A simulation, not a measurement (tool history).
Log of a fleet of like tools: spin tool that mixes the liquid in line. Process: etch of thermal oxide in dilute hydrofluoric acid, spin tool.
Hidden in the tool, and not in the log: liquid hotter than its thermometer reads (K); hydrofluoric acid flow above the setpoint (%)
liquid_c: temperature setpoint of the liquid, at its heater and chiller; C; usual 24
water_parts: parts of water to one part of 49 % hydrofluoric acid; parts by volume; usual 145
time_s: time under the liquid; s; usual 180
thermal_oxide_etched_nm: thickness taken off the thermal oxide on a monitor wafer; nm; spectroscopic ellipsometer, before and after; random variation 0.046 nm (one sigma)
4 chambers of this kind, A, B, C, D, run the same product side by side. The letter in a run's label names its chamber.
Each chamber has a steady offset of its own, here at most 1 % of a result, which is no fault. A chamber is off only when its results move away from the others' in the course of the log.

run,hour,liquid_c,water_parts,time_s,hours since the thermometer was replaced,hours since the hydrofluoric acid flow meter was replaced,"read-back film thickness of the thermal oxide reference wafer, read on the same gauge (nm)",thermal_oxide_etched_nm
1D,11.1,24,145,180,862,959.8,60.007,5.5088
2A,20.1,24,145,180,204.3,195.9,59.977,5.4809
3C,32.5,24,145,180,146.8,1236.9,60.012,5.4619
4B,47.4,24,145,180,129.1,584.5,60.013,5.4124
5A,58.3,24,145,180,242.5,234.1,60.008,5.4189
6C,66.2,24,120,100,180.5,1270.6,59.979,3.8316
7D,78.6,24,120,100,929.5,1027.3,60.001,3.8028
8B,90,24,120,100,171.7,627.1,60.015,3.7221
9A,103.8,24,120,100,288,279.6,60.028,3.733
10B,110.7,24,145,180,192.4,647.8,59.983,5.415
11C,118.8,24,170,215,233.1,1323.2,60.004,5.4796
12D,130.6,24,170,215,981.5,1079.3,60.01,5.3991
13B,138.5,24,170,215,220.2,675.6,59.981,5.4462
14A,150.6,24,170,215,334.8,326.4,60.014,5.4585
15C,157.2,24,145,180,271.5,1361.6,60.014,5.4712
16D,172.3,24,145,180,1023.2,1121,60.013,5.5547
17B,180.1,21.5,185,180,261.8,717.2,59.985,3.7148
18A,193.6,21.5,185,180,377.8,369.4,59.99,3.7631
19D,208.8,21.5,185,180,1059.7,1157.5,59.999,3.7699
20C,218.8,21.5,185,180,333.1,1423.2,60,3.8499
21D,225.9,22.5,145,180,1076.8,1174.6,60.024,5.1684
22A,234.2,22.5,145,180,418.4,410,59.992,5.1042
23B,242,22.5,145,180,323.7,779.1,59.997,5.0263
24C,255.8,22.5,145,180,370.1,1460.2,60.003,5.1502
25B,263.9,24,145,180,345.6,801,60.003,5.4599
# hour 271: chamber A: hydrofluoric acid flow meter replaced
26D,272.2,24,145,180,1123.1,1220.9,59.999,5.5837
27C,283.8,24,145,180,398.1,1488.2,59.988,5.5536
# hour 286: chamber D: hydrofluoric acid flow meter replaced
28A,290.7,24,145,180,474.9,19.8,60.005,5.4647
29D,300.5,24,145,180,1151.4,14.5,60.02,5.5986
30B,308.9,24,145,180,390.6,846,59.998,5.4032
31C,317.9,24,145,180,432.2,1522.3,60.034,5.4841
32A,325.2,24,145,180,509.4,54.3,59.98,5.5136
33B,340.2,24,145,180,421.9,877.3,60,5.4281
34C,353.3,24,145,180,467.6,1557.7,60.018,5.4875
35D,363.2,24,145,180,1214.1,77.2,60.004,5.426
36A,374,28.5,145,180,558.2,103.1,60.016,6.5097
37D,386.3,28.5,145,180,1237.2,100.3,60.009,6.5867

Is one chamber off against the others, does the gauge drift, or is nothing wrong? If a chamber is off, say which, and what the likeliest cause is.

No chamber stands off beyond its own small offset, and the gauge holds steady.
